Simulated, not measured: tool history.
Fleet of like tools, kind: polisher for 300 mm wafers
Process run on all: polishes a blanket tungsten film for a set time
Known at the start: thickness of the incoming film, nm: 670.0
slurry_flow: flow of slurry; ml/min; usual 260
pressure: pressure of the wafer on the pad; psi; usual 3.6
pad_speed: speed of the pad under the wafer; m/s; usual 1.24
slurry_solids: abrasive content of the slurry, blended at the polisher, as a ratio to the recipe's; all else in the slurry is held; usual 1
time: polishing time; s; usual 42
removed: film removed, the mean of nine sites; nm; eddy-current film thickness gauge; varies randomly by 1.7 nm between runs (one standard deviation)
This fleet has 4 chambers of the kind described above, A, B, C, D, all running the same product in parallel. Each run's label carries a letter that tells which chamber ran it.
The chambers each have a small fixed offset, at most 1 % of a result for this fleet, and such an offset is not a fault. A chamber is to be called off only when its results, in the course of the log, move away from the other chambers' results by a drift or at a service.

| run | hour | slurry_flow | pressure | pad_speed | slurry_solids | time | wafers polished on this pad | hours since the slurry nozzle was cleaned | hours since the head pressure was calibrated | hours since the slurry blender was calibrated | hours since the slurry got fresh peroxide | removed |
|---|---|---|---|---|---|---|---|---|---|---|---|---|
|  | 1.3 | chamber D: worn pad replaced by a new one |
| 1A | 4.5 | 260 | 3.6 | 1.24 | 1 | 42 | 331 | 269.1 | 286 | 79.1 | 56.5 | 239.33 |
| 2C | 8.4 | 260 | 3.6 | 1.24 | 1 | 42 | 328 | 568.7 | 757.3 | 111 | 147.4 | 239.03 |
| 3D | 11.3 | 260 | 3.6 | 1.24 | 1 | 42 | 171 | 268.4 | 196.3 | 227.1 | 56.9 | 240.17 |
|  | 17.6 | chamber A: slurry tank refilled with fresh slurry and peroxide |
| 4B | 17.7 | 260 | 3.6 | 1.24 | 1 | 42 | 498 | 166.1 | 104.9 | 25.7 | 61.3 | 235.6 |
|  | 19.3 | chamber A: worn pad replaced by a new one |
| 5C | 21.9 | 260 | 3.6 | 1.24 | 1 | 42 | 559 | 582.2 | 770.8 | 124.5 | 160.9 | 240.04 |
|  | 23.4 | chamber B: worn pad replaced by a new one |
| 6B | 26.3 | 260 | 3.6 | 1.24 | 1 | 42 | 51 | 174.7 | 113.5 | 34.3 | 69.9 | 237.28 |
|  | 27.3 | chamber C: slurry tank refilled with fresh slurry and peroxide |
|  | 29.2 | chamber D: slurry tank refilled with fresh slurry and peroxide |
| 7A | 32.7 | 260 | 3.6 | 1.24 | 1 | 42 | 230 | 297.3 | 314.2 | 107.3 | 15.2 | 240.38 |
|  | 35.2 | chamber C: worn pad replaced by a new one |
|  | 37.9 | chamber C: head pressure recalibrated |
| 8D | 38.3 | 260 | 3.6 | 1.24 | 1 | 42 | 634 | 295.4 | 223.3 | 254.1 | 9.1 | 240.42 |
|  | 38.5 | chamber D: worn pad replaced by a new one |
| 9A | 44.7 | 260 | 3.6 | 1.24 | 1 | 42 | 436 | 309.3 | 326.2 | 119.3 | 27.2 | 237.97 |
| 10D | 48.5 | 260 | 3.6 | 1.24 | 1 | 42 | 172 | 305.6 | 233.5 | 264.3 | 19.3 | 238.64 |
| 11B | 52.7 | 260 | 3.6 | 1.24 | 1.15 | 50 | 503 | 201.1 | 139.9 | 60.7 | 96.3 | 292.3 |
|  | 53.3 | chamber A: worn pad replaced by a new one |
| 12C | 56.7 | 260 | 3.6 | 1.24 | 1.15 | 50 | 368 | 617 | 18.9 | 159.3 | 29.4 | 320.43 |
| 13A | 60.4 | 260 | 3.6 | 1.24 | 1.15 | 50 | 122 | 325 | 341.9 | 135 | 42.9 | 296.14 |
|  | 62.7 | chamber B: worn pad replaced by a new one |
| 14B | 66.4 | 260 | 3.6 | 1.24 | 1.15 | 50 | 64 | 214.8 | 153.6 | 74.4 | 110 | 291.36 |
| 15D | 71.5 | 260 | 3.6 | 1.44 | 1 | 42 | 566 | 328.6 | 256.5 | 287.3 | 42.3 | 280.81 |
|  | 73.8 | chamber D: worn pad replaced by a new one |
| 16C | 77.5 | 260 | 3.6 | 1.44 | 1 | 42 | 725 | 637.8 | 39.7 | 180.1 | 50.2 | 297.78 |
| 17A | 81.9 | 260 | 3.6 | 1.44 | 1 | 42 | 490 | 346.5 | 363.4 | 156.5 | 64.4 | 280.43 |
|  | 82.3 | chamber C: worn pad replaced by a new one |
|  | 84.4 | chamber A: worn pad replaced by a new one |
|  | 87.7 | chamber A: slurry tank refilled with fresh slurry and peroxide |
| 18D | 88.5 | 260 | 3.6 | 1.44 | 1 | 42 | 252 | 345.6 | 273.5 | 304.3 | 59.3 | 276.96 |
| 19C | 92.9 | 260 | 3.6 | 1.24 | 1 | 42 | 181 | 653.2 | 55.1 | 195.5 | 65.6 | 257.36 |
|  | 96.1 | chamber B: slurry tank refilled with fresh slurry and peroxide |
| 20B | 98 | 260 | 3.6 | 1.24 | 1 | 42 | 606 | 246.4 | 185.2 | 106 | 2 | 232.72 |
| 21C | 101.8 | 260 | 3.6 | 1.24 | 1 | 42 | 334 | 662.1 | 64 | 204.4 | 74.5 | 257.9 |
|  | 103.1 | chamber B: worn pad replaced by a new one |
| 22B | 107.8 | 260 | 3.6 | 1.24 | 1 | 42 | 80 | 256.2 | 195 | 115.8 | 11.8 | 236.05 |
|  | 108 | chamber D: slurry tank refilled with fresh slurry and peroxide |
|  | 108.5 | chamber A: slurry blender recalibrated |
|  | 109.2 | chamber D: slurry nozzle cleaned |
| 23A | 111.4 | 260 | 3.6 | 1.24 | 1 | 42 | 463 | 376 | 392.9 | 2.9 | 23.7 | 236.29 |
|  | 111.9 | chamber D: slurry blender recalibrated |
| 24D | 115.1 | 260 | 3.6 | 1.24 | 1 | 42 | 708 | 6 | 300.1 | 3.2 | 7.2 | 239.16 |
|  | 117.1 | chamber D: worn pad replaced by a new one |
| 25D | 118.9 | 260 | 3.6 | 1.24 | 1 | 42 | 32 | 9.8 | 303.9 | 7 | 11 | 236.98 |
| 26B | 121.8 | 260 | 3.6 | 1.24 | 1 | 42 | 320 | 270.2 | 209 | 129.8 | 25.8 | 240.38 |

Read the log: is a single chamber off, either drifting away or since a service, is the gauge that measures every chamber drifting, or is nothing wrong beyond small per-chamber offsets? Name any odd chamber and what most likely caused it.

Chamber C has stood off from the others ever since a service on it.
Likeliest cause: head's pressure above its setpoint, % = 8.44.

Here are 4 candidates for chamber C's next run, each the usual settings with a change, their results left as question marks. Which one brings its results back in line with what the others give on the usual settings?
Allowed miss from the other chambers' usual-settings mean, per result, to count as in line: removed 5.8 nm
| 27C-1 | 126.5 | 260 | 3.7 | 1.28 | 1 | 43 |  |  |  |  |  | ? |
| 27C-2 | 126.5 | 260 | 3.5 | 1.22 | 1 | 42 |  |  |  |  |  | ? |
| 27C-3 | 126.5 | 260 | 3.5 | 1.2 | 1 | 41 |  |  |  |  |  | ? |
| 27C-4 | 126.5 | 260 | 3.7 | 1.24 | 1 | 42 |  |  |  |  |  | ? |

Usual-settings mean across the other chambers: removed 238.38 nm
| run | removed |
|---|---|
| 27C-1 | 280.87 |
| 27C-2 | 247.29 |
| 27C-3 | 237.45 |
| 27C-4 | 265.77 |
27C-3 puts the chamber back in line with the other chambers.

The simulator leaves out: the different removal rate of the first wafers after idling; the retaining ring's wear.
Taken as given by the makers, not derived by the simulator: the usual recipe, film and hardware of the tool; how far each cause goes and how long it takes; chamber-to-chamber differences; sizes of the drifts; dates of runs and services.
